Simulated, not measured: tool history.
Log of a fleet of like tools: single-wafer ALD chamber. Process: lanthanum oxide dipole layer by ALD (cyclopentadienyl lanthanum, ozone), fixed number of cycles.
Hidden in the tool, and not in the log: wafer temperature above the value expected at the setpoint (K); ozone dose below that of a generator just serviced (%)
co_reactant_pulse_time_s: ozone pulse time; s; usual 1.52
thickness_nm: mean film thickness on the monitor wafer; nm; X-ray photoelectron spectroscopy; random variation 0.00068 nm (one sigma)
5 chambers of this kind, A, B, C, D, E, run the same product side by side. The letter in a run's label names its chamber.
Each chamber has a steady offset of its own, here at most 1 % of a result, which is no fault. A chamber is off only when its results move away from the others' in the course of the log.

run,hour,co_reactant_pulse_time_s,hours since the last thermocouple change,hours since the last ozone generator service,"read-back reference wafer on the same gauge, thickness_nm",thickness_nm
1E,11.1,1.52,161.4,614.9,0.49794,0.5512
2D,22.8,1.52,776.2,1024.8,0.49822,0.54609
3C,37.7,1.52,1824.7,804.2,0.49831,0.55202
4A,54.3,1.52,873.9,747.2,0.49822,0.54957
5B,63.8,1.18,1256.5,1039.5,0.49825,0.52663
6A,77.9,1.18,897.5,770.8,0.49837,0.52286
7B,87,1.18,1279.7,1062.7,0.49837,0.52728
8E,100.8,1.18,251.1,704.6,0.49868,0.52433
9C,110.8,1.18,1897.8,877.3,0.49856,0.5251
# hour 112.3: chamber A: ozone generator serviced
10D,124.5,1.52,877.9,1126.5,0.49883,0.54662
11D,132.7,1.52,886.1,1134.7,0.49877,0.54703
# hour 143.3: chamber B: ozone generator serviced
12E,145.5,1.52,295.8,749.3,0.49871,0.55021
13C,156.4,1.52,1943.4,922.9,0.49878,0.55424
14B,165.2,1.03,1357.9,21.9,0.49898,0.50952
15A,179.8,1.03,999.4,67.6,0.49908,0.50591
16B,192.2,1.03,1384.9,48.9,0.49897,0.51069
17A,208.6,1.03,1028.2,96.4,0.49939,0.50646
18E,225,1.03,375.3,828.8,0.49927,0.50658
19D,238.4,1.52,991.8,1240.4,0.4994,0.54785
20C,250.6,1.52,2037.6,1017.1,0.49948,0.55169
21D,260.2,1.52,1013.6,1262.2,0.49938,0.54622
22A,268.8,1.83,1088.4,156.6,0.49965,0.56425
23B,276.2,1.83,1468.9,132.9,0.4997,0.56811
24C,287.8,1.83,2074.8,1054.3,0.49971,0.56529
25E,303.9,1.83,454.2,907.7,0.49988,0.56404
26C,317.7,1.83,2104.7,1084.2,0.49985,0.56657
27E,326.3,1.52,476.6,930.1,0.49993,0.55219
28B,336.1,1.52,1528.8,192.8,0.5,0.55377
29D,345.7,1.52,1099.1,1347.7,0.50006,0.5478
# hour 353: chamber B: thermocouple changed; heater temperature recalibrated
30A,359.7,1.52,1179.3,247.5,0.50005,0.55312
31D,372.8,1.52,1126.2,1374.8,0.49994,0.5486
32C,388.7,1.52,2175.7,1155.2,0.50033,0.5539
33A,402.8,1.52,1222.4,290.6,0.50048,0.55312
34E,416.9,1.52,567.2,1020.7,0.50027,0.55272
35B,427.1,1.52,74.1,283.8,0.50035,0.55557

Next, every chamber runs the same settings. What will each give?
36A,439.1,1.12,,,,?
36B,439.1,1.12,,,,?
36C,439.1,1.12,,,,?
36D,439.1,1.12,,,,?
36E,439.1,1.12,,,,?

run,thickness_nm
36A,0.51954
36B,0.5243
36C,0.51853
36D,0.51497
36E,0.52045
